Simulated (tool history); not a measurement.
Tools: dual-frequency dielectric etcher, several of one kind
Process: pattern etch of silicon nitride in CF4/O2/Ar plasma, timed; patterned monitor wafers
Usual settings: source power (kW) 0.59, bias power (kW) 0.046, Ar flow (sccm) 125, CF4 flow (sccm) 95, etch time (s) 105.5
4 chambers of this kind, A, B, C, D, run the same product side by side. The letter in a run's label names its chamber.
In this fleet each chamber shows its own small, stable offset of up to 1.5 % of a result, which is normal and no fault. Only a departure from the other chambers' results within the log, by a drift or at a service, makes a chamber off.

run	hour	source power (kW)	bias power (kW)	Ar flow (sccm)	CF4 flow (sccm)	etch time (s)	hours since the last wet clean	hours since the last source power generator calibration	hours since the last bias power generator calibration	hours since the last Ar flow controller change	hours since the last CF4 flow controller change	read-back reference wafer on the same gauge, depth_nm	mean etch depth across the wafer (angstrom)
1B	2.9	0.59	0.046	125	95	105.5	215.8	1462.4	3469.1	2140.5	1772.2	254.01	2163.3
2D	8.1	0.59	0.046	125	95	105.5	143.8	1417.4	1812.2	3745.2	1258.3	253.9	2182.2
3A	12.7	0.59	0.046	125	95	105.5	104.5	3349.1	469.1	2741.5	1873.6	254.23	2169
4C	17.8	0.59	0.046	125	95	105.5	408.8	315.9	2158.4	132.9	338.4	254.04	2149.1
# hour 20.5: chamber C: wet clean of the chamber
5A	22.9	0.59	0.046	125	95	105.5	114.7	3359.3	479.3	2751.7	1883.8	254.08	2184.4
6D	26.9	0.59	0.046	125	95	105.5	162.6	1436.2	1831	3764	1277.1	254.21	2191.9
7C	31.9	0.59	0.046	144	108	105.5	11.5	330	2172.5	147	352.5	253.9	2152.3
8B	34.3	0.59	0.046	144	108	105.5	247.2	1493.8	3500.5	2171.9	1803.6	254.09	2152.2
9A	38.1	0.59	0.046	144	108	105.5	129.9	3374.5	494.5	2766.9	1899	254.03	2173.3
10B	43.5	0.59	0.046	144	108	105.5	256.4	1503	3509.7	2181.1	1812.8	254.07	2152
11D	48.3	0.59	0.046	125	95	105.5	184	1457.6	1852.4	3785.4	1298.5	253.8	2187.9
12C	51.8	0.59	0.046	125	95	105.5	31.4	349.9	2192.4	166.9	372.4	253.94	2147.4
13B	55	0.73	0.046	125	95	105.5	267.9	1514.5	3521.2	2192.6	1824.3	253.88	2602.5
14A	60	0.73	0.046	125	95	105.5	151.8	3396.4	516.4	2788.8	1920.9	253.95	2628.7
15D	64	0.73	0.046	125	95	105.5	199.7	1473.3	1868.1	3801.1	1314.2	254.03	2624.9
16C	66.8	0.73	0.046	125	95	105.5	46.4	364.9	2207.4	181.9	387.4	253.97	2590.9
17B	71.9	0.59	0.046	125	95	105.5	284.8	1531.4	3538.1	2209.5	1841.2	253.85	2157.5
18C	77	0.59	0.046	125	95	105.5	56.6	375.1	2217.6	192.1	397.6	253.91	2151.5
19D	81.8	0.59	0.046	125	95	105.5	217.5	1491.1	1885.9	3818.9	1332	253.91	2192.3
20A	86.3	0.59	0.046	97	95	126	178.1	3422.7	542.7	2815.1	1947.2	253.85	2693
21D	88.7	0.59	0.046	97	95	126	224.4	1498	1892.8	3825.8	1338.9	253.89	2706
22C	92.3	0.59	0.046	97	95	126	71.9	390.4	2232.9	207.4	412.9	254.23	2658.9
23A	97.2	0.59	0.046	97	95	126	189	3433.6	553.6	2826	1958.1	253.78	2688.3
24B	101	0.59	0.046	125	95	105.5	313.9	1560.5	3567.2	2238.6	1870.3	254.02	2159.8
25A	103.4	0.59	0.046	125	95	105.5	195.2	3439.8	559.8	2832.2	1964.3	253.97	2170.3
26D	106.5	0.59	0.046	125	95	105.5	242.2	1515.8	1910.6	3843.6	1356.7	253.78	2189.3

Next, all 4 chambers run the settings below, one line each with question marks for the results. What does each chamber give?
27A	110.4	0.59	0.046	103	95	105.5							?
27B	110.4	0.59	0.046	103	95	105.5							?
27C	110.4	0.59	0.046	103	95	105.5							?
27D	110.4	0.59	0.046	103	95	105.5							?

run	mean etch depth across the wafer (angstrom)
27A	2237.1
27B	2217.5
27C	2203.4
27D	2262.8
